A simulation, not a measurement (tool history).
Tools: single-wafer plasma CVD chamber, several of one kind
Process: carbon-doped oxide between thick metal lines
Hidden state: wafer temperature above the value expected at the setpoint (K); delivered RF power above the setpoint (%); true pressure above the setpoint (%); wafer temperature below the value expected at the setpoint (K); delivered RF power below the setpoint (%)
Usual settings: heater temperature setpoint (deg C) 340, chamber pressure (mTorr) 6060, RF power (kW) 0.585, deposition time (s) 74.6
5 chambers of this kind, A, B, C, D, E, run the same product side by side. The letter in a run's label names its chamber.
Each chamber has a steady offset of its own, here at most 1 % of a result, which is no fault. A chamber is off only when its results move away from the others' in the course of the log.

run   hour  heater temperature setpoint (deg C)  chamber pressure (mTorr)  RF power (kW)  deposition time (s)  hours since the last thermocouple change  hours since the last RF generator calibration  hours since the last manometer calibration  read-back reference wafer on the same gauge, thickness_nm  mean film thickness on the monitor wafer (angstrom)
 1B     14                                  340                      6060          0.585                 74.6                                     203.3                                         2103.4                                      2241.3                                                     457.85                                               4363.8
 2E   21.3                                  340                      6060          0.585                 74.6                                    1085.1                                          474.6                                       516.1                                                     457.77                                               4403.2
 3D   32.6                                  340                      6060          0.585                 74.6                                    1045.3                                          224.4                                      2090.5                                                     457.97                                               4385.5
 4A   41.3                                  340                      6060          0.585                 74.6                                     629.9                                         1934.3                                       116.1                                                     457.78                                               4410.9
 5C   48.7                                  340                      6060          0.585                 74.6                                      2346                                         1817.1                                        1277                                                     457.77                                               4374.1
 6E   59.9                                  340                      6060          0.585                 74.6                                    1123.7                                          513.2                                       554.7                                                     457.64                                               4400.9
 7D   70.7                                  340                      6060          0.585                 74.6                                    1083.4                                          262.5                                      2128.6                                                     457.52                                               4376.5
 8B   82.8                                  340                      6060          0.585                 74.6                                     272.1                                         2172.2                                      2310.1                                                     457.48                                               4363.3
 9A   89.9                                  340                      6060          0.585                 74.6                                     678.5                                         1982.9                                       164.7                                                     457.36                                               4406.4
10C     96                                  340                      6060          0.585                 74.6                                    2393.3                                         1864.4                                      1324.3                                                     457.42                                               4370.4
11D  105.5                                  335                      6060          0.585                 79.8                                    1118.2                                          297.3                                      2163.4                                                     457.18                                               4748.3
     114.7  -- chamber A: RF generator calibrated
12E  117.7                                  335                      6060          0.585                 79.8                                    1181.5                                            571                                       612.5                                                     457.24                                                 4773
13B  131.2                                  335                      6060          0.585                 79.8                                     320.5                                         2220.6                                      2358.5                                                     457.08                                               4733.4
14A  143.6                                  335                      6060          0.585                 79.8                                     732.2                                             29                                       218.4                                                     456.85                                               4790.3
15C  154.9                                  335                      6060          0.585                 79.8                                    2452.2                                         1923.3                                      1383.2                                                     456.88                                               4740.6
16B  163.8                                  340                      6060          0.585                 74.6                                     353.1                                         2253.2                                      2391.1                                                     456.97                                               4353.1
17D  173.8                                  340                      6060          0.585                 74.6                                    1186.5                                          365.6                                      2231.7                                                     456.91                                               4378.7
18E    182                                  340                      6060          0.585                 74.6                                    1245.8                                          635.3                                       676.8                                                     456.66                                               4398.3
19A  188.7                                  340                      6060          0.585                 74.6                                     777.3                                           74.1                                       263.5                                                     456.71                                               4403.7
20C  198.6                                  340                      6060          0.585                 74.6                                    2495.9                                           1967                                      1426.9                                                     456.74                                                 4365
21C  212.4                                  340                      6060          0.585                 74.6                                    2509.7                                         1980.8                                      1440.7                                                     456.65                                               4375.9
22D    225                                  340                      6060          0.585                 74.6                                    1237.7                                          416.8                                      2282.9                                                      456.5                                               4363.6
23E  233.7                                  340                      6060          0.585                 74.6                                    1297.5                                            687                                       728.5                                                     456.25                                               4386.4
     237.8  -- chamber C: RF generator calibrated
24B  240.3                                  340                      6060          0.585                 74.6                                     429.6                                         2329.7                                      2467.6                                                     456.35                                               4352.5
25A  252.1                                  340                      6060          0.585                 74.6                                     840.7                                          137.5                                       326.9                                                     456.39                                               4410.1
     253.1  -- chamber B: RF generator calibrated
26B  259.8                                  340                      6060          0.585                 74.6                                     449.1                                            6.8                                      2487.1                                                     456.27                                               4343.9
27E  272.5                                  340                      6060          0.585                 74.6                                    1336.3                                          725.8                                       767.3                                                     456.14                                               4389.6
28C  283.1                                  340                      6060          0.585                 74.6                                    2580.4                                           45.4                                      1511.4                                                     456.06                                               4360.6
29A  295.6                                  340                      6060          0.585                 74.6                                     884.2                                            181                                       370.4                                                     456.14                                               4393.3
30D  309.3                                  340                      6060          0.585                 74.6                                      1322                                          501.1                                      2367.2                                                     455.95                                               4365.7
31E  320.4                                  340                      6060          0.585                 74.6                                    1384.2                                          773.7                                       815.2                                                     455.89                                               4386.9
32B  326.5                                  340                      6060          0.585                 74.6                                     515.8                                           73.5                                      2553.8                                                     455.66                                               4352.6
33A  338.1                                  340                      6060          0.585                 74.6                                     926.7                                          223.5                                       412.9                                                     455.73                                               4395.1

Is one chamber off against the others, does the gauge drift, or is nothing wrong? If a chamber is off, say which, and what the likeliest cause is.

The gauge drifts, so all chambers seem to drift together. No chamber is off.
Cause: gauge reads low (%) = 0.514.
